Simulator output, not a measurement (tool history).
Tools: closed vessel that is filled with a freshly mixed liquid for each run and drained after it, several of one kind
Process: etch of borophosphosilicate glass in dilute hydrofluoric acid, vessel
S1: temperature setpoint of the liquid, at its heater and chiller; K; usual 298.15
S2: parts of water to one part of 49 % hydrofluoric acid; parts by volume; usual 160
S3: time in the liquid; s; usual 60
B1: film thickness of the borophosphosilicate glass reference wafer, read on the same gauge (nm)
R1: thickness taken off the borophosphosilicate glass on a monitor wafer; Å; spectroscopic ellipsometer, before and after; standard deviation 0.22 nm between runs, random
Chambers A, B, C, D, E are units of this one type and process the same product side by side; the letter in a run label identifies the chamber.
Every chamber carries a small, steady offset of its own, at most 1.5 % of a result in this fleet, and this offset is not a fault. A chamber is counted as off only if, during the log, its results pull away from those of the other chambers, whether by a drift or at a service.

Run 1C, hour 10.2: usual settings; B1 109.96. Result: R1 238.05 Å.
Run 2D, hour 19.8: usual settings; B1 110.05. Result: R1 233.56 Å.
Run 3B, hour 27.1: usual settings; B1 110.01. Result: R1 234.51 Å.
Run 4A, hour 36.4: usual settings; B1 109.97. Result: R1 240.32 Å.
Run 5E, hour 46.5: usual settings; B1 109.99. Result: R1 234.57 Å.
Run 6C, hour 57.3: usual settings; B1 109.99. Result: R1 236.32 Å.
Run 7E, hour 69.5: usual settings; B1 110.01. Result: R1 236.08 Å.
Run 8B, hour 79.4: usual settings; B1 110.01. Result: R1 234.28 Å.
Run 9D, hour 93.0: usual settings; B1 110.04. Result: R1 236.01 Å.
Run 10A, hour 104.2: usual settings; B1 109.99. Result: R1 235.61 Å.
Run 11A, hour 111.0: usual settings; B1 109.95. Result: R1 233.02 Å.
Run 12E, hour 120.8: usual settings; B1 110.03. Result: R1 236.10 Å.
Run 13D, hour 126.8: usual settings but S3 40 s; B1 109.97. Result: R1 156.79 Å.
Run 14B, hour 134.7: usual settings but S3 40 s; B1 109.99. Result: R1 156.45 Å.
Run 15C, hour 146.7: usual settings but S3 40 s; B1 109.97. Result: R1 161.00 Å.
Run 16C, hour 158.8: usual settings but S3 40 s; B1 109.99. Result: R1 156.36 Å.
Run 17B, hour 169.4: usual settings but S3 40 s; B1 110.03. Result: R1 157.13 Å.
Run 18D, hour 177.1: usual settings but S3 75 s; B1 109.94. Result: R1 287.99 Å.
Run 19E, hour 188.0: usual settings but S3 75 s; B1 110.01. Result: R1 295.78 Å.
Run 20A, hour 197.7: usual settings but S3 75 s; B1 110.04. Result: R1 284.43 Å.
Run 21E, hour 208.9: usual settings but S3 75 s; B1 109.98. Result: R1 299.85 Å.
Run 22A, hour 217.2: usual settings but S3 75 s; B1 109.98. Result: R1 283.14 Å.
Run 23C, hour 226.2: usual settings; B1 109.96. Result: R1 234.79 Å.
Run 24D, hour 236.2: usual settings; B1 109.98. Result: R1 234.66 Å.
Run 25B, hour 244.4: usual settings; B1 109.96. Result: R1 235.98 Å.
Run 26D, hour 253.8: usual settings; B1 110.03. Result: R1 233.26 Å.
At hour 260.0: chamber D: hydrofluoric acid flow meter replaced.
At hour 260.1: chamber A: thermometer replaced.
Run 27A, hour 260.2: usual settings; B1 110.02. Result: R1 222.56 Å.
Run 28B, hour 267.0: usual settings; B1 109.99. Result: R1 234.71 Å.
Run 29C, hour 273.1: usual settings but S2 220 parts by volume; B1 109.99. Result: R1 163.18 Å.
Run 30E, hour 286.5: usual settings but S2 220 parts by volume; B1 109.99. Result: R1 160.83 Å.
Run 31C, hour 297.8: usual settings but S2 220 parts by volume; B1 110.00. Result: R1 162.29 Å.
Run 32A, hour 305.9: usual settings but S2 220 parts by volume; B1 109.99. Result: R1 145.77 Å.
Run 33B, hour 317.7: usual settings but S2 220 parts by volume; B1 110.06. Result: R1 162.16 Å.
Run 34D, hour 328.4: usual settings; B1 109.98. Result: R1 233.32 Å.
Run 35E, hour 338.2: usual settings but S1 294.65 K; B1 110.00. Result: R1 202.40 Å.
Run 36E, hour 351.3: usual settings but S1 294.65 K; B1 110.01. Result: R1 207.84 Å.
Run 37D, hour 362.6: usual settings but S1 294.65 K; B1 109.97. Result: R1 207.83 Å.

Is one chamber out of step, is the gauge drifting, or do the chambers differ by no more than their own small offsets? For an off chamber, give its letter and the likeliest cause.

Chamber A drifts away from the others.
Cause: hydrofluoric acid flow below the setpoint (%) = 9.1.

Here are 4 candidates for chamber A's next run, each the usual settings with a change, their results left as question marks. Which one brings its results back in line with what the others give on the usual settings?
In-line tolerance around the mean of the other chambers on the usual settings: R1 7.60 Å
Run 38A-1, hour 372.3: usual settings but S1 297.65 K, S2 175 parts by volume, S3 55 s. Result: R1 ?.
Run 38A-2, hour 372.3: usual settings but S1 304.15 K. Result: R1 ?.
Run 38A-3, hour 372.3: usual settings but S1 297.65 K, S3 55 s. Result: R1 ?.
Run 38A-4, hour 372.3: usual settings but S2 145 parts by volume. Result: R1 ?.

On the usual settings, the other chambers give on average: R1 236.39 Å
  run      R1
38A-1  170.68
38A-2  263.01
38A-3  190.16
38A-4  237.79
The answer is 38A-4, which returns the chamber to within the allowed miss of the others.
